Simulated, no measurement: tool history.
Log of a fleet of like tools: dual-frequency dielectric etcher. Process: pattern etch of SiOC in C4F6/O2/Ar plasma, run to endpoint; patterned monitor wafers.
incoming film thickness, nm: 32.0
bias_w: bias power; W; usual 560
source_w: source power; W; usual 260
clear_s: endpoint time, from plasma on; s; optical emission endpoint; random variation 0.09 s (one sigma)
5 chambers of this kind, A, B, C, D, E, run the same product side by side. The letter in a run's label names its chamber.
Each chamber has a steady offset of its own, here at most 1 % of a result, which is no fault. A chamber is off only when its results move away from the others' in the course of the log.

{"run": "1E", "day": 0.254, "bias_w": 560, "source_w": 260, "clear_s": 12.142}
{"run": "2A", "day": 0.567, "bias_w": 560, "source_w": 260, "clear_s": 12.071}
{"run": "3C", "day": 0.892, "bias_w": 560, "source_w": 260, "clear_s": 11.712}
{"day": 1.192, "done": "chamber C: wet clean of the chamber"}
{"run": "4D", "day": 1.275, "bias_w": 560, "source_w": 260, "clear_s": 12.064}
{"run": "5B", "day": 1.833, "bias_w": 560, "source_w": 260, "clear_s": 12.105}
{"run": "6C", "day": 2.25, "bias_w": 560, "source_w": 240, "clear_s": 12.29}
{"run": "7D", "day": 2.508, "bias_w": 560, "source_w": 240, "clear_s": 12.441}
{"run": "8E", "day": 3.012, "bias_w": 560, "source_w": 240, "clear_s": 12.411}
{"day": 3.454, "done": "chamber E: wet clean of the chamber"}
{"run": "9A", "day": 3.521, "bias_w": 560, "source_w": 240, "clear_s": 12.531}
{"run": "10B", "day": 3.917, "bias_w": 560, "source_w": 240, "clear_s": 12.59}
{"day": 3.933, "done": "chamber A: wet clean of the chamber"}
{"day": 4.233, "done": "chamber B: wet clean of the chamber"}
{"run": "11D", "day": 4.25, "bias_w": 560, "source_w": 260, "clear_s": 11.975}
{"run": "12B", "day": 4.658, "bias_w": 560, "source_w": 260, "clear_s": 12.669}
{"run": "13A", "day": 5.2, "bias_w": 560, "source_w": 260, "clear_s": 12.108}
{"run": "14C", "day": 5.767, "bias_w": 560, "source_w": 260, "clear_s": 12.119}
{"run": "15E", "day": 6.067, "bias_w": 560, "source_w": 260, "clear_s": 12.021}
{"run": "16A", "day": 6.442, "bias_w": 560, "source_w": 260, "clear_s": 12.254}
{"run": "17C", "day": 6.967, "bias_w": 560, "source_w": 260, "clear_s": 11.936}
{"run": "18E", "day": 7.512, "bias_w": 560, "source_w": 260, "clear_s": 11.97}
{"run": "19D", "day": 7.9, "bias_w": 560, "source_w": 260, "clear_s": 12.075}
{"run": "20B", "day": 8.179, "bias_w": 560, "source_w": 260, "clear_s": 12.594}
{"run": "21C", "day": 8.662, "bias_w": 560, "source_w": 260, "clear_s": 11.929}
{"run": "22D", "day": 9.2, "bias_w": 560, "source_w": 260, "clear_s": 11.923}
{"day": 9.496, "done": "chamber A: bias power generator calibrated"}
{"run": "23A", "day": 9.612, "bias_w": 682, "source_w": 280, "clear_s": 11.059}
{"run": "24B", "day": 9.879, "bias_w": 682, "source_w": 280, "clear_s": 11.447}
{"run": "25E", "day": 10.4, "bias_w": 682, "source_w": 280, "clear_s": 10.905}
{"run": "26C", "day": 10.95, "bias_w": 682, "source_w": 280, "clear_s": 10.733}
{"run": "27A", "day": 11.496, "bias_w": 682, "source_w": 280, "clear_s": 10.903}
{"run": "28D", "day": 12.029, "bias_w": 560, "source_w": 260, "clear_s": 12.018}
{"run": "29B", "day": 12.512, "bias_w": 560, "source_w": 260, "clear_s": 12.805}
{"run": "30E", "day": 12.883, "bias_w": 560, "source_w": 260, "clear_s": 12.085}

What goes on in this fleet: one chamber off, a drifting gauge, or nothing beyond the chambers' own small offsets? Name the chamber and the cause, if any.

A service left chamber B off against the others.
Cause: etch rate under this chamber's usual, % = 4.76.

Here are 4 candidates for chamber B's next run, each the usual settings with a change, their results left as question marks. Which one brings its results back in line with what the others give on the usual settings?
In line means no further than this from the other chambers' mean on the usual settings: clear_s 0.310 s
{"run": "31B-1", "day": 13.296, "bias_w": 479, "source_w": 230, "clear_s": "?"}
{"run": "31B-2", "day": 13.296, "bias_w": 633, "source_w": 260, "clear_s": "?"}
{"run": "31B-3", "day": 13.296, "bias_w": 641, "source_w": 290, "clear_s": "?"}
{"run": "31B-4", "day": 13.296, "bias_w": 518, "source_w": 240, "clear_s": "?"}

The other chambers' mean on the usual settings: clear_s 12.043 s
run=31B-1 clear_s=14.069
run=31B-2 clear_s=12.084
run=31B-3 clear_s=11.564
run=31B-4 clear_s=13.445
31B-2 brings the chamber back in line.

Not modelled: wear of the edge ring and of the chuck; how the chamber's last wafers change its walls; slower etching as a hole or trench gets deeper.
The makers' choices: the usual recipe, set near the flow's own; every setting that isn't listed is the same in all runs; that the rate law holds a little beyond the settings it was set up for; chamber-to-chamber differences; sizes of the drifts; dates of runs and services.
